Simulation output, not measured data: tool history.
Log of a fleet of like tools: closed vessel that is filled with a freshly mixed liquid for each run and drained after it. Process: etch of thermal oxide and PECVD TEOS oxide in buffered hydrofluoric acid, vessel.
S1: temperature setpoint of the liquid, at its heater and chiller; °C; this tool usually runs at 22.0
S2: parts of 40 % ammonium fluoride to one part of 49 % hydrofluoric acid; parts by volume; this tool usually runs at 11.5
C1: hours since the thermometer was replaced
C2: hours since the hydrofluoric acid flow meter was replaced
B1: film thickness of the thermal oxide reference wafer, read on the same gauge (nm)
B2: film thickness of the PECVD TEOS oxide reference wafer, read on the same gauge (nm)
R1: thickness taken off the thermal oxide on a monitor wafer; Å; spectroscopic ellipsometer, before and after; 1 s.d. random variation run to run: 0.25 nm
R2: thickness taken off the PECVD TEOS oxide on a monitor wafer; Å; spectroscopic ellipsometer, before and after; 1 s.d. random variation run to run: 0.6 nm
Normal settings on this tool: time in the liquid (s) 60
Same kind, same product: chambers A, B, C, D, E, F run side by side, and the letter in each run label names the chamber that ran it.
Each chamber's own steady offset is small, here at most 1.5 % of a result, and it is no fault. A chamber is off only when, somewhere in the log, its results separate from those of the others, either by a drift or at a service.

run 1A day=0.408 | S1=22.0 S2=11.5 time_in_the_liquid_(s)=60 | C1=875.1 C2=1395.5 | B1=79.996 B2=120.02 | R1=533.88 R2=1477.10
-- day=0.708 chamber D: thermometer replaced
run 2B day=0.762 | S1=22.0 S2=11.5 time_in_the_liquid_(s)=60 | C1=377.2 C2=2046.8 | B1=80.022 B2=119.98 | R1=540.42 R2=1501.50
run 3E day=1.317 | S1=22.0 S2=11.5 time_in_the_liquid_(s)=60 | C1=172.8 C2=392.3 | B1=80.026 B2=119.96 | R1=527.68 R2=1495.30
run 4F day=1.592 | S1=22.0 S2=11.5 time_in_the_liquid_(s)=60 | C1=229.2 C2=880.1 | B1=79.977 B2=119.99 | R1=532.40 R2=1506.60
run 5D day=1.996 | S1=22.0 S2=11.5 time_in_the_liquid_(s)=60 | C1=31.0 C2=136.2 | B1=79.985 B2=120.00 | R1=535.34 R2=1475.10
run 6C day=2.492 | S1=22.0 S2=11.5 time_in_the_liquid_(s)=60 | C1=508.7 C2=1025.0 | B1=79.977 B2=119.98 | R1=536.67 R2=1477.10
run 7D day=2.754 | S1=22.0 S2=11.5 time_in_the_liquid_(s)=60 | C1=49.2 C2=154.4 | B1=79.974 B2=119.98 | R1=527.56 R2=1488.40
run 8A day=3.333 | S1=17.5 S2=7.0 time_in_the_liquid_(s)=60 | C1=945.3 C2=1465.7 | B1=79.996 B2=119.99 | R1=661.12 R2=1817.70
run 9B day=3.921 | S1=17.5 S2=7.0 time_in_the_liquid_(s)=60 | C1=453.0 C2=2122.6 | B1=80.022 B2=119.99 | R1=660.87 R2=1840.10
run 10E day=4.450 | S1=17.5 S2=7.0 time_in_the_liquid_(s)=60 | C1=248.0 C2=467.5 | B1=79.992 B2=120.00 | R1=656.90 R2=1861.30
run 11C day=4.800 | S1=17.5 S2=7.0 time_in_the_liquid_(s)=60 | C1=564.1 C2=1080.4 | B1=80.015 B2=120.03 | R1=659.20 R2=1827.70
run 12F day=5.179 | S1=17.5 S2=7.0 time_in_the_liquid_(s)=60 | C1=315.3 C2=966.2 | B1=79.997 B2=119.99 | R1=662.09 R2=1863.40
run 13D day=5.517 | S1=17.5 S2=7.0 time_in_the_liquid_(s)=60 | C1=115.5 C2=220.7 | B1=80.001 B2=120.00 | R1=668.14 R2=1861.10
run 14E day=6.088 | S1=22.0 S2=11.5 time_in_the_liquid_(s)=60 | C1=287.3 C2=506.8 | B1=80.003 B2=120.01 | R1=528.60 R2=1503.80
run 15F day=6.488 | S1=17.5 S2=7.0 time_in_the_liquid_(s)=60 | C1=346.7 C2=997.6 | B1=79.990 B2=120.01 | R1=663.14 R2=1881.30
run 16B day=6.958 | S1=17.5 S2=7.0 time_in_the_liquid_(s)=60 | C1=525.9 C2=2195.5 | B1=80.016 B2=120.02 | R1=663.23 R2=1842.60
run 17C day=7.429 | S1=17.5 S2=7.0 time_in_the_liquid_(s)=60 | C1=627.2 C2=1143.5 | B1=80.003 B2=119.99 | R1=661.44 R2=1834.20
run 18A day=7.888 | S1=17.5 S2=7.0 time_in_the_liquid_(s)=60 | C1=1054.6 C2=1575.0 | B1=79.985 B2=120.00 | R1=667.77 R2=1841.30
run 19A day=8.338 | S1=17.5 S2=7.0 time_in_the_liquid_(s)=60 | C1=1065.4 C2=1585.8 | B1=79.994 B2=120.00 | R1=664.48 R2=1833.30
run 20B day=8.742 | S1=17.5 S2=7.0 time_in_the_liquid_(s)=60 | C1=568.7 C2=2238.3 | B1=80.013 B2=119.99 | R1=665.44 R2=1844.20
run 21D day=9.342 | S1=22.0 S2=11.5 time_in_the_liquid_(s)=60 | C1=207.3 C2=312.5 | B1=79.991 B2=120.04 | R1=529.48 R2=1483.90
run 22C day=9.654 | S1=22.0 S2=11.5 time_in_the_liquid_(s)=30 | C1=680.6 C2=1196.9 | B1=79.974 B2=120.01 | R1=268.37 R2=733.91
run 23E day=10.217 | S1=22.0 S2=11.5 time_in_the_liquid_(s)=30 | C1=386.4 C2=605.9 | B1=79.958 B2=120.00 | R1=262.86 R2=752.27
run 24F day=10.700 | S1=22.0 S2=11.5 time_in_the_liquid_(s)=30 | C1=447.8 C2=1098.7 | B1=80.040 B2=120.00 | R1=265.49 R2=749.65
-- day=11.062 chamber B: hydrofluoric acid flow meter replaced
run 25B day=11.138 | S1=22.0 S2=11.5 time_in_the_liquid_(s)=30 | C1=626.2 C2=1.9 | B1=79.997 B2=119.99 | R1=268.52 R2=746.65
-- day=11.321 chamber A: thermometer replaced
run 26F day=11.692 | S1=22.0 S2=11.5 time_in_the_liquid_(s)=30 | C1=471.6 C2=1122.5 | B1=79.962 B2=120.00 | R1=265.69 R2=752.11
run 27D day=12.058 | S1=22.0 S2=11.5 time_in_the_liquid_(s)=30 | C1=272.5 C2=377.7 | B1=79.997 B2=120.00 | R1=264.72 R2=743.61
-- day=12.079 chamber F: hydrofluoric acid flow meter replaced
run 28A day=12.350 | S1=22.0 S2=11.5 time_in_the_liquid_(s)=60 | C1=24.8 C2=1682.1 | B1=80.006 B2=119.98 | R1=537.24 R2=1487.90
run 29E day=12.658 | S1=22.0 S2=11.5 time_in_the_liquid_(s)=60 | C1=445.0 C2=664.5 | B1=79.995 B2=119.98 | R1=522.17 R2=1495.80
-- day=12.662 chamber C: thermometer replaced
run 30C day=13.058 | S1=22.0 S2=11.5 time_in_the_liquid_(s)=60 | C1=9.6 C2=1278.6 | B1=79.981 B2=119.99 | R1=532.53 R2=1471.70
run 31F day=13.429 | S1=22.0 S2=11.5 time_in_the_liquid_(s)=60 | C1=513.3 C2=32.5 | B1=79.963 B2=120.00 | R1=531.44 R2=1506.00
-- day=13.692 chamber E: hydrofluoric acid flow meter replaced
run 32D day=13.821 | S1=22.0 S2=11.5 time_in_the_liquid_(s)=60 | C1=314.8 C2=420.0 | B1=79.983 B2=119.98 | R1=530.90 R2=1476.00
run 33B day=14.362 | S1=22.0 S2=11.5 time_in_the_liquid_(s)=60 | C1=703.6 C2=79.3 | B1=79.995 B2=119.98 | R1=537.33 R2=1491.20
run 34E day=14.692 | S1=22.0 S2=11.5 time_in_the_liquid_(s)=60 | C1=493.8 C2=24.0 | B1=80.012 B2=119.98 | R1=522.45 R2=1504.10
run 35C day=15.117 | S1=22.0 S2=11.5 time_in_the_liquid_(s)=60 | C1=59.0 C2=1328.0 | B1=80.000 B2=120.01 | R1=534.14 R2=1491.80
run 36A day=15.417 | S1=22.0 S2=11.5 time_in_the_liquid_(s)=60 | C1=98.4 C2=1755.7 | B1=79.986 B2=120.02 | R1=537.51 R2=1473.50
run 37D day=15.921 | S1=22.0 S2=11.5 time_in_the_liquid_(s)=60 | C1=365.2 C2=470.4 | B1=80.006 B2=120.00 | R1=532.07 R2=1485.00
run 38C day=16.500 | S1=22.0 S2=11.5 time_in_the_liquid_(s)=60 | C1=92.2 C2=1361.2 | B1=80.003 B2=119.99 | R1=538.91 R2=1470.80
run 39E day=17.100 | S1=22.0 S2=11.5 time_in_the_liquid_(s)=60 | C1=551.6 C2=81.8 | B1=79.969 B2=119.98 | R1=527.35 R2=1497.40
run 40B day=17.525 | S1=22.0 S2=14.0 time_in_the_liquid_(s)=90 | C1=779.5 C2=155.2 | B1=80.017 B2=119.99 | R1=668.10 R2=1838.40
run 41A day=18.021 | S1=22.0 S2=14.0 time_in_the_liquid_(s)=90 | C1=160.9 C2=1818.2 | B1=79.993 B2=120.00 | R1=665.22 R2=1832.90

Decide between three cases: one chamber stands off from its peers, the gauge reading all wafers drifts, or nothing is wrong past each chamber's small offset. Where a chamber is off, say which and what most likely put it there.

Nothing is wrong: each chamber keeps only its own small, steady offset and the gauge holds still.
